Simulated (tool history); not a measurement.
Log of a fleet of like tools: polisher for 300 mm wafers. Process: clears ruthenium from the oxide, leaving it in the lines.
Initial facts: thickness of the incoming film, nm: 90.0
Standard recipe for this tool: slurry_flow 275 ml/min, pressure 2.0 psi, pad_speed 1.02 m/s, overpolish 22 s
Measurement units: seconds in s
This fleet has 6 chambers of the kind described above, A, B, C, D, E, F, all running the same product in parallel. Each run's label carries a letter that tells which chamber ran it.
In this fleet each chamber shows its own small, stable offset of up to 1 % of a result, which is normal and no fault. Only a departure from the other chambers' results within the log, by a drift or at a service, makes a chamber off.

run	day	slurry_flow	pressure	pad_speed	overpolish	wafers polished on this pad	hours since the slurry nozzle was cleaned	hours since the head pressure was calibrated	seconds
# day 0.217: chamber A: worn pad replaced by a new one
1B	0.504	275	2.0	1.02	22	900	281.2	68.3	85.540
# day 0.804: chamber C: worn pad replaced by a new one
2D	1.012	275	2.0	1.02	22	494	32.7	170.4	83.868
# day 1.512: chamber E: slurry nozzle cleaned
3C	1.683	275	2.0	1.02	22	284	651.9	345.3	84.118
# day 2.158: chamber B: worn pad replaced by a new one
4F	2.267	275	2.0	1.02	22	944	181.2	482.2	85.077
5E	2.954	275	2.0	1.02	22	1003	34.6	1205.7	82.714
6A	3.579	275	1.7	1.02	29	1086	347.6	331.2	98.583
# day 3.833: chamber E: worn pad replaced by a new one
7F	3.992	275	1.7	1.02	29	1501	222.6	523.6	98.557
# day 4.354: chamber F: worn pad replaced by a new one
# day 4.358: chamber D: worn pad replaced by a new one
8D	4.612	275	1.7	1.02	29	82	119.1	256.8	99.374
# day 4.762: chamber C: worn pad replaced by a new one
9E	4.912	275	1.7	1.02	29	349	81.6	1252.7	98.465
# day 5.383: chamber A: worn pad replaced by a new one
# day 5.425: chamber F: head pressure recalibrated
10A	5.450	275	1.7	1.02	29	22	392.5	376.1	99.456
11C	6.029	275	1.7	1.02	29	409	756.2	449.6	99.268
# day 6.546: chamber B: worn pad replaced by a new one
12B	6.625	275	2.0	1.26	29	26	428.1	215.2	68.087
13E	7.146	275	2.0	1.26	29	1069	135.2	1306.3	67.807
# day 7.358: chamber C: slurry nozzle cleaned
# day 7.517: chamber E: head pressure recalibrated
14C	7.517	275	2.0	1.26	29	889	3.9	485.3	68.685
15F	7.854	275	2.0	1.26	29	1130	315.3	58.4	69.047
# day 7.929: chamber E: worn pad replaced by a new one
# day 8.196: chamber F: worn pad replaced by a new one
16B	8.508	275	2.0	1.26	29	634	473.3	260.4	68.088
# day 8.696: chamber D: worn pad replaced by a new one
17A	9.171	275	2.0	1.26	29	1222	481.8	465.4	70.246
# day 9.208: chamber C: worn pad replaced by a new one
18D	9.725	275	2.0	1.02	22	332	241.8	379.5	83.216
# day 10.008: chamber A: worn pad replaced by a new one
19E	10.096	275	2.0	1.02	22	699	206.0	62.0	83.583
# day 10.579: chamber B: slurry nozzle cleaned
# day 10.650: chamber B: worn pad replaced by a new one
20B	10.692	275	2.0	1.02	22	13	2.8	312.8	84.079
21D	11.150	275	2.0	1.02	22	792	276.0	413.7	83.352
22A	11.650	275	2.0	1.02	22	530	541.3	524.9	87.827
23C	12.121	275	2.0	1.02	22	940	114.4	595.8	83.591
24F	12.546	275	2.0	1.02	29	1404	427.9	171.0	82.261
# day 12.592: chamber E: worn pad replaced by a new one
# day 13.071: chamber F: worn pad replaced by a new one
# day 13.104: chamber D: worn pad replaced by a new one
25D	13.129	275	2.0	1.02	29	8	323.5	461.2	83.585
26A	13.458	275	2.0	1.02	29	1114	584.7	568.3	86.310
# day 13.500: chamber C: worn pad replaced by a new one
27F	14.088	275	2.0	1.02	29	328	464.9	208.0	83.726
28B	14.650	275	2.0	1.02	29	1290	97.8	407.8	83.711
# day 14.758: chamber B: worn pad replaced by a new one
# day 14.917: chamber A: worn pad replaced by a new one
29E	15.329	275	2.0	1.02	29	883	331.6	187.6	83.919
30C	15.950	275	2.0	1.02	22	790	206.3	687.7	83.584
31B	16.550	275	2.0	1.02	22	579	143.4	453.4	84.788
32E	16.871	275	2.0	1.02	22	1381	368.6	224.6	84.028
# day 17.017: chamber E: worn pad replaced by a new one
# day 17.025: chamber D: worn pad replaced by a new one
33A	17.400	275	2.3	1.02	13	801	679.3	662.9	78.573
# day 17.717: chamber C: worn pad replaced by a new one
34D	17.792	275	2.3	1.02	13	248	435.4	573.1	73.087
# day 17.858: chamber F: worn pad replaced by a new one
35C	18.204	275	2.3	1.02	13	158	260.4	741.8	72.644
# day 18.404: chamber D: head pressure recalibrated
36F	18.838	275	2.3	1.02	13	317	578.9	322.0	73.102
37A	19.404	275	2.3	1.02	13	1448	727.4	711.0	78.517
# day 19.688: chamber B: worn pad replaced by a new one
38E	19.954	275	2.3	1.02	13	947	442.6	298.6	73.525
39F	20.267	275	2.0	1.02	22	778	613.2	356.3	83.184
40D	20.896	275	2.0	1.02	22	1249	509.9	59.8	84.082
41B	21.279	275	2.0	1.02	22	514	256.9	566.9	82.788
# day 21.596: chamber C: worn pad replaced by a new one
42C	21.717	275	2.0	1.02	22	39	344.7	826.1	83.685
43C	22.188	275	2.0	1.02	22	191	356.0	837.4	85.344
# day 22.492: chamber F: worn pad replaced by a new one
44F	22.554	275	2.0	1.02	22	20	668.1	411.2	83.640

All 6 chambers run these settings next. Forecast each chamber's results:
45A	23.050	275	2.0	1.02	11				?
45B	23.050	275	2.0	1.02	11				?
45C	23.050	275	2.0	1.02	11				?
45D	23.050	275	2.0	1.02	11				?
45E	23.050	275	2.0	1.02	11				?
45F	23.050	275	2.0	1.02	11				?

run	seconds
45A	91.432
45B	84.421
45C	84.142
45D	83.570
45E	84.648
45F	81.678
